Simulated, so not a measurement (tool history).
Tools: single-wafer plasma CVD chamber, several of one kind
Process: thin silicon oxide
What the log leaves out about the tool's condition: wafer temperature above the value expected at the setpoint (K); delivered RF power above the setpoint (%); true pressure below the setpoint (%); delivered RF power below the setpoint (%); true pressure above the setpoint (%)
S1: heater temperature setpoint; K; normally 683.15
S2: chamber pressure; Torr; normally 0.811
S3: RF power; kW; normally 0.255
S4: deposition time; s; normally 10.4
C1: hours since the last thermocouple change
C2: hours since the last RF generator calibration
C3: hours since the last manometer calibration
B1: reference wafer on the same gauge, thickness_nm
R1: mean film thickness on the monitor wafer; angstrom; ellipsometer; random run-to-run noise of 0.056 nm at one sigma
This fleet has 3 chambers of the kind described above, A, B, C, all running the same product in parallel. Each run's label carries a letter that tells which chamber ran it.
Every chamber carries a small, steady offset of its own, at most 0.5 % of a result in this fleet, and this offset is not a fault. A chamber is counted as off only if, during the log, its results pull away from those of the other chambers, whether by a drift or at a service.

run,hour,S1,S2,S3,S4,C1,C2,C3,B1,R1
1A,7.0,683.15,0.811,0.255,10.4,253.0,1427.1,2207.1,19.905,178.86
2B,11.0,683.15,0.811,0.255,10.4,227.1,1663.8,341.0,19.898,177.85
3C,15.5,683.15,0.811,0.255,10.4,181.9,24.0,173.0,19.900,178.30
4A,22.7,683.15,0.811,0.255,10.4,268.7,1442.8,2222.8,19.894,178.61
5C,29.3,683.15,0.811,0.255,10.4,195.7,37.8,186.8,19.886,178.29
6B,36.7,683.15,0.811,0.300,10.4,252.8,1689.5,366.7,19.905,191.75
7C,42.6,683.15,0.811,0.300,10.4,209.0,51.1,200.1,19.892,190.14
8A,48.8,683.15,0.811,0.300,10.4,294.8,1468.9,2248.9,19.896,191.78
9B,53.0,683.15,0.811,0.255,10.4,269.1,1705.8,383.0,19.901,177.57
10C,58.3,683.15,0.663,0.255,9.6,224.7,66.8,215.8,19.903,134.92
# hour 60.6: chamber A: capacitance manometer re-zeroed and calibrated
11A,63.3,683.15,0.663,0.255,9.6,309.3,1483.4,2.7,19.904,129.97
12B,68.3,683.15,0.663,0.255,9.6,284.4,1721.1,398.3,19.907,133.46
13C,71.9,683.15,0.811,0.255,10.4,238.3,80.4,229.4,19.906,177.90
14A,78.5,683.15,0.811,0.255,10.4,324.5,1498.6,17.9,19.905,171.81
15B,83.3,683.15,0.811,0.255,10.4,299.4,1736.1,413.3,19.891,177.43
16B,87.8,683.15,0.811,0.255,10.4,303.9,1740.6,417.8,19.910,178.78
17C,92.6,683.15,0.811,0.255,10.4,259.0,101.1,250.1,19.912,178.61
18A,99.4,683.15,0.811,0.255,10.4,345.4,1519.5,38.8,19.911,171.91
19C,102.8,692.15,0.811,0.255,8.6,269.2,111.3,260.3,19.907,146.68
20A,108.4,692.15,0.811,0.255,8.6,354.4,1528.5,47.8,19.912,142.39
21B,115.0,692.15,0.811,0.255,8.6,331.1,1767.8,445.0,19.910,147.11
22A,121.1,683.15,0.811,0.255,10.4,367.1,1541.2,60.5,19.903,172.59
23C,124.9,683.15,0.811,0.255,10.4,291.3,133.4,282.4,19.899,178.54
24B,128.5,683.15,0.811,0.255,10.4,344.6,1781.3,458.5,19.892,178.72
25B,134.6,683.15,0.811,0.255,10.4,350.7,1787.4,464.6,19.884,178.53
26C,140.6,683.15,0.811,0.255,10.4,307.0,149.1,298.1,19.919,178.00
27A,145.2,683.15,0.811,0.255,10.4,391.2,1565.3,84.6,19.910,172.12
28C,149.7,683.15,0.811,0.255,10.4,316.1,158.2,307.2,19.889,178.58
29B,154.1,683.15,0.811,0.255,10.4,370.2,1806.9,484.1,19.887,179.17

What goes on in this fleet: one chamber off, a drifting gauge, or nothing beyond the chambers' own small offsets? Name the chamber and the cause, if any.

Chamber A has stood off from the others ever since a service on it.
Most likely cause: true pressure below the setpoint (%) = 3.88.

Chamber A could run next with any of the 4 candidate recipes listed below; each alters the usual settings, and their results appear as question marks. Which one brings its results back in line with what the other chambers deliver on the usual settings?
In-line tolerance around the mean of the other chambers on the usual settings: R1 1.90 angstrom
30A-1,159.4,683.15,0.798,0.255,10.4,,,,,?
30A-2,159.4,683.15,0.818,0.255,10.5,,,,,?
30A-3,159.4,683.15,0.811,0.260,10.7,,,,,?
30A-4,159.4,683.15,0.785,0.255,10.4,,,,,?

On the usual settings, the other chambers give on average: R1 178.38 angstrom
run,R1
30A-1,169.94
30A-2,175.59
30A-3,179.03
30A-4,167.35
With 30A-3, the chamber falls back in line with the rest.
